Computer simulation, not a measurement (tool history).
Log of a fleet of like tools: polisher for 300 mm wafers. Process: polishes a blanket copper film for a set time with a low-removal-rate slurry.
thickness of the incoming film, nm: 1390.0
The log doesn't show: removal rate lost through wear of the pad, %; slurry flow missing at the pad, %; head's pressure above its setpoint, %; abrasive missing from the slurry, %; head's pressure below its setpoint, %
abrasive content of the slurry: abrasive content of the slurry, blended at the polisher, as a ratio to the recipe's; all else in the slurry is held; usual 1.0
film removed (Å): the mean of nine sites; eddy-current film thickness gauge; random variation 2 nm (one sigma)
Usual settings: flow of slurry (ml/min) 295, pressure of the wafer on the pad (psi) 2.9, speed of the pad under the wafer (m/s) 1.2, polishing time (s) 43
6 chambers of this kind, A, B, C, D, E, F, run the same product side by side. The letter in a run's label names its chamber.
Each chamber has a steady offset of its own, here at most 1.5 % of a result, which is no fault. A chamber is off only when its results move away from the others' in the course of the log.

| run | hour | flow of slurry (ml/min) | pressure of the wafer on the pad (psi) | speed of the pad under the wafer (m/s) | abrasive content of the slurry | polishing time (s) | wafers polished on this pad | hours since the slurry nozzle was cleaned | hours since the head pressure was calibrated | hours since the slurry blender was calibrated | film removed (Å) |
|---|---|---|---|---|---|---|---|---|---|---|---|
|  | 0.3 | chamber F: slurry nozzle cleaned |
| 1B | 5.5 | 295 | 2.9 | 1.2 | 1.0 | 43 | 605 | 201.9 | 469.0 | 93.1 | 1434.1 |
| 2C | 11.1 | 295 | 2.9 | 1.2 | 1.0 | 43 | 766 | 105.0 | 402.0 | 82.1 | 1455.6 |
|  | 14.2 | chamber D: worn pad replaced by a new one |
|  | 17.9 | chamber C: worn pad replaced by a new one |
| 3A | 18.7 | 295 | 2.9 | 1.2 | 1.0 | 43 | 593 | 293.8 | 133.7 | 131.0 | 1469.3 |
|  | 19.7 | chamber B: worn pad replaced by a new one |
|  | 27.4 | chamber E: worn pad replaced by a new one |
| 4E | 29.5 | 295 | 2.9 | 1.2 | 1.0 | 43 | 25 | 140.1 | 324.1 | 360.0 | 1420.1 |
|  | 31.6 | chamber A: worn pad replaced by a new one |
| 5F | 36.0 | 295 | 2.9 | 1.2 | 1.0 | 43 | 426 | 35.7 | 98.8 | 104.0 | 1441.2 |
|  | 42.6 | chamber E: slurry blender recalibrated |
| 6D | 47.7 | 295 | 2.9 | 1.2 | 1.0 | 43 | 393 | 215.9 | 171.0 | 101.9 | 1401.9 |
| 7E | 56.0 | 295 | 2.9 | 1.2 | 1.0 | 43 | 337 | 166.6 | 350.6 | 13.5 | 1405.3 |
| 8B | 61.7 | 295 | 2.9 | 1.2 | 1.0 | 43 | 494 | 258.1 | 525.2 | 149.3 | 1457.5 |
| 9A | 68.7 | 295 | 2.9 | 1.2 | 1.0 | 43 | 436 | 343.8 | 183.7 | 181.0 | 1443.1 |
|  | 74.7 | chamber A: slurry nozzle cleaned |
| 10C | 77.8 | 375 | 2.9 | 1.2 | 1.0 | 43 | 704 | 171.7 | 468.7 | 148.8 | 1469.7 |
|  | 80.4 | chamber C: worn pad replaced by a new one |
| 11F | 85.3 | 375 | 2.9 | 1.2 | 1.0 | 43 | 1005 | 85.0 | 148.1 | 153.3 | 1454.9 |
|  | 91.1 | chamber B: worn pad replaced by a new one |
| 12D | 91.8 | 375 | 2.9 | 1.2 | 1.0 | 43 | 912 | 260.0 | 215.1 | 146.0 | 1443.6 |
|  | 92.1 | chamber D: worn pad replaced by a new one |
|  | 94.3 | chamber A: worn pad replaced by a new one |
|  | 96.3 | chamber F: worn pad replaced by a new one |
| 13F | 101.1 | 375 | 2.9 | 1.2 | 1.0 | 43 | 57 | 100.8 | 163.9 | 169.1 | 1462.4 |
| 14B | 107.3 | 375 | 2.9 | 1.2 | 1.0 | 43 | 190 | 303.7 | 570.8 | 194.9 | 1423.7 |
| 15E | 113.8 | 375 | 2.9 | 1.2 | 1.0 | 43 | 1016 | 224.4 | 408.4 | 71.3 | 1451.5 |
| 16C | 124.1 | 295 | 2.9 | 1.2 | 1.0 | 43 | 514 | 218.0 | 515.0 | 195.1 | 1434.5 |
| 17A | 134.3 | 295 | 2.9 | 1.2 | 1.0 | 43 | 470 | 59.6 | 249.3 | 246.6 | 1433.2 |
|  | 141.3 | chamber C: worn pad replaced by a new one |
|  | 146.0 | chamber A: worn pad replaced by a new one |
| 18D | 146.2 | 295 | 2.9 | 1.2 | 1.0 | 43 | 637 | 314.4 | 269.5 | 200.4 | 1440.4 |
|  | 152.3 | chamber E: worn pad replaced by a new one |
| 19D | 155.3 | 295 | 2.9 | 1.2 | 1.0 | 43 | 744 | 323.5 | 278.6 | 209.5 | 1462.0 |
|  | 161.8 | chamber B: worn pad replaced by a new one |
|  | 162.0 | chamber D: worn pad replaced by a new one |
| 20A | 165.0 | 295 | 2.9 | 1.2 | 1.0 | 43 | 223 | 90.3 | 280.0 | 277.3 | 1457.2 |
| 21F | 171.8 | 295 | 2.9 | 1.2 | 1.0 | 43 | 888 | 171.5 | 234.6 | 239.8 | 1467.9 |
| 22B | 182.5 | 295 | 2.9 | 1.2 | 1.0 | 43 | 244 | 378.9 | 646.0 | 270.1 | 1413.9 |
| 23C | 190.5 | 295 | 2.9 | 1.2 | 1.0 | 43 | 578 | 284.4 | 581.4 | 261.5 | 1427.3 |
| 24E | 201.1 | 295 | 2.9 | 1.2 | 1.0 | 43 | 574 | 311.7 | 495.7 | 158.6 | 1462.6 |
|  | 205.7 | chamber C: slurry blender recalibrated |
| 25B | 207.3 | 295 | 2.9 | 1.2 | 1.0 | 43 | 535 | 403.7 | 670.8 | 294.9 | 1431.2 |
|  | 208.4 | chamber A: worn pad replaced by a new one |
|  | 208.4 | chamber D: head pressure recalibrated |
| 26E | 214.6 | 295 | 2.9 | 1.2 | 1.0 | 43 | 733 | 325.2 | 509.2 | 172.1 | 1427.8 |
|  | 215.2 | chamber C: worn pad replaced by a new one |
|  | 216.0 | chamber D: slurry blender recalibrated |
|  | 219.2 | chamber F: worn pad replaced by a new one |
|  | 223.9 | chamber B: worn pad replaced by a new one |
| 27C | 225.3 | 295 | 2.9 | 1.2 | 0.8 | 53 | 119 | 319.2 | 616.2 | 19.6 | 1724.0 |
| 28F | 233.4 | 295 | 2.9 | 1.2 | 0.8 | 53 | 168 | 233.1 | 296.2 | 301.4 | 1737.3 |
|  | 240.1 | chamber A: slurry blender recalibrated |
|  | 241.2 | chamber D: worn pad replaced by a new one |
| 29A | 242.6 | 295 | 2.9 | 1.2 | 0.8 | 53 | 402 | 167.9 | 357.6 | 2.6 | 1721.3 |
|  | 244.9 | chamber E: slurry nozzle cleaned |
|  | 246.1 | chamber C: slurry nozzle cleaned |
| 30D | 249.0 | 295 | 2.9 | 1.2 | 0.8 | 53 | 91 | 417.2 | 40.7 | 33.1 | 1699.8 |
|  | 249.9 | chamber C: head pressure recalibrated |
| 31C | 255.3 | 295 | 2.9 | 1.2 | 0.8 | 53 | 471 | 9.2 | 5.4 | 49.6 | 1747.0 |
| 32F | 262.8 | 295 | 2.9 | 1.2 | 0.8 | 53 | 513 | 262.5 | 325.6 | 330.8 | 1718.2 |
| 33E | 271.6 | 295 | 2.9 | 1.2 | 1.0 | 49 | 1403 | 26.7 | 566.2 | 229.1 | 1590.5 |
|  | 275.2 | chamber A: worn pad replaced by a new one |
|  | 278.0 | chamber B: slurry blender recalibrated |
| 34B | 278.9 | 295 | 2.9 | 1.2 | 1.0 | 49 | 647 | 475.3 | 742.4 | 0.9 | 1669.5 |
| 35D | 289.2 | 295 | 2.9 | 1.2 | 1.0 | 49 | 564 | 457.4 | 80.9 | 73.3 | 1613.0 |
| 36A | 296.5 | 295 | 2.9 | 1.2 | 1.0 | 49 | 250 | 221.8 | 411.5 | 56.5 | 1637.1 |

Next, every chamber runs the same settings. What will each give?
| 37A | 305.2 | 295 | 2.9 | 1.2 | 1.0 | 43 |  |  |  |  | ? |
| 37B | 305.2 | 295 | 2.9 | 1.2 | 1.0 | 43 |  |  |  |  | ? |
| 37C | 305.2 | 295 | 2.9 | 1.2 | 1.0 | 43 |  |  |  |  | ? |
| 37D | 305.2 | 295 | 2.9 | 1.2 | 1.0 | 43 |  |  |  |  | ? |
| 37E | 305.2 | 295 | 2.9 | 1.2 | 1.0 | 43 |  |  |  |  | ? |
| 37F | 305.2 | 295 | 2.9 | 1.2 | 1.0 | 43 |  |  |  |  | ? |

| run | film removed (Å) |
|---|---|
| 37A | 1438.6 |
| 37B | 1434.3 |
| 37C | 1451.4 |
| 37D | 1421.4 |
| 37E | 1442.0 |
| 37F | 1470.0 |
